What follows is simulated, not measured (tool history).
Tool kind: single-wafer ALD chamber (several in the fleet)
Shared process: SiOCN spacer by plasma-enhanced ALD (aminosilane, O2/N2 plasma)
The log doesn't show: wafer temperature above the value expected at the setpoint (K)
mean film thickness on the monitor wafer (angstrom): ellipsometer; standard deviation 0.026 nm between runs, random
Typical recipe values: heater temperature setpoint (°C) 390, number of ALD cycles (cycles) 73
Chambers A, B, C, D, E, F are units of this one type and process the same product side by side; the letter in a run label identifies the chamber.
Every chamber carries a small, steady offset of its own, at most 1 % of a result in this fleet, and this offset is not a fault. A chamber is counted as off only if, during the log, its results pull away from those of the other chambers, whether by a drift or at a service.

| run | hour | heater temperature setpoint (°C) | number of ALD cycles (cycles) | hours since the last thermocouple change | read-back reference wafer on the same gauge, thickness_nm | mean film thickness on the monitor wafer (angstrom) |
|---|---|---|---|---|---|---|
| 1A | 8.6 | 390 | 73 | 746.1 | 4.9351 | 43.734 |
| 2B | 14.5 | 390 | 73 | 307.6 | 4.9421 | 44.47 |
| 3D | 24.5 | 390 | 73 | 495.6 | 4.9364 | 44.481 |
| 4F | 33 | 390 | 73 | 2592.5 | 4.94 | 44.199 |
| 5C | 44.4 | 380 | 73 | 460.6 | 4.9401 | 44.262 |
| 6E | 52.3 | 380 | 73 | 1511.7 | 4.939 | 43.998 |
| 7B | 61.1 | 380 | 73 | 354.2 | 4.9394 | 44.333 |
| 8F | 70.7 | 380 | 73 | 2630.2 | 4.9347 | 44.513 |
| 9D | 80 | 380 | 73 | 551.1 | 4.9372 | 43.926 |
| 10E | 88.1 | 380 | 73 | 1547.5 | 4.9441 | 44.526 |
| 11A | 96.2 | 390 | 73 | 833.7 | 4.9425 | 43.659 |
| 12C | 107.7 | 390 | 73 | 523.9 | 4.943 | 44.468 |
| 13A | 115.9 | 390 | 73 | 853.4 | 4.9416 | 43.713 |
| 14E | 126.2 | 390 | 67 | 1585.6 | 4.943 | 40.061 |
| 15B | 135.6 | 390 | 67 | 428.7 | 4.9387 | 40.589 |
| 16D | 146.1 | 390 | 67 | 617.2 | 4.9393 | 39.955 |
| 17C | 152.7 | 390 | 67 | 568.9 | 4.9418 | 40.468 |
| 18F | 160.6 | 390 | 67 | 2720.1 | 4.941 | 40.69 |
| 19A | 171.1 | 390 | 67 | 908.6 | 4.9447 | 40.072 |
| 20E | 179.3 | 390 | 73 | 1638.7 | 4.9415 | 44.275 |
| 21D | 190.1 | 390 | 73 | 661.2 | 4.9399 | 43.887 |
| 22B | 197.3 | 390 | 73 | 490.4 | 4.9357 | 44.038 |
| 23F | 207.6 | 390 | 73 | 2767.1 | 4.9364 | 44.092 |
| 24C | 219.1 | 390 | 73 | 635.3 | 4.9338 | 44.574 |
| 25F | 230.1 | 390 | 73 | 2789.6 | 4.9312 | 44.33 |
| 26B | 235.3 | 390 | 73 | 528.4 | 4.9359 | 44.593 |
| 27D | 242.8 | 390 | 73 | 713.9 | 4.9472 | 43.518 |
| 28E | 252.6 | 390 | 73 | 1712 | 4.9396 | 44.145 |
| 29C | 260.8 | 390 | 73 | 677 | 4.9424 | 44.652 |
| 30A | 270 | 390 | 73 | 1007.5 | 4.9359 | 43.532 |
| 31D | 280.4 | 390 | 73 | 751.5 | 4.9469 | 43.849 |
| 32F | 286.4 | 390 | 64 | 2845.9 | 4.9425 | 38.663 |
| 33C | 296.2 | 390 | 64 | 712.4 | 4.9369 | 38.465 |
| 34E | 305.9 | 390 | 64 | 1765.3 | 4.9387 | 39.202 |
| 35B | 314.4 | 390 | 64 | 607.5 | 4.9366 | 38.552 |
| 36A | 322.8 | 390 | 64 | 1060.3 | 4.9373 | 38.062 |
| 37C | 332.7 | 390 | 64 | 748.9 | 4.9373 | 38.795 |
| 38F | 343.6 | 380 | 73 | 2903.1 | 4.9364 | 43.702 |
| 39A | 349 | 380 | 73 | 1086.5 | 4.938 | 43.802 |

All 6 chambers run these settings next. Forecast each chamber's results:
| 40A | 357.4 | 404 | 73 |  |  | ? |
| 40B | 357.4 | 404 | 73 |  |  | ? |
| 40C | 357.4 | 404 | 73 |  |  | ? |
| 40D | 357.4 | 404 | 73 |  |  | ? |
| 40E | 357.4 | 404 | 73 |  |  | ? |
| 40F | 357.4 | 404 | 73 |  |  | ? |

| run | mean film thickness on the monitor wafer (angstrom) |
|---|---|
| 40A | 42.751 |
| 40B | 43.556 |
| 40C | 44.26 |
| 40D | 42.98 |
| 40E | 43.636 |
| 40F | 43.838 |
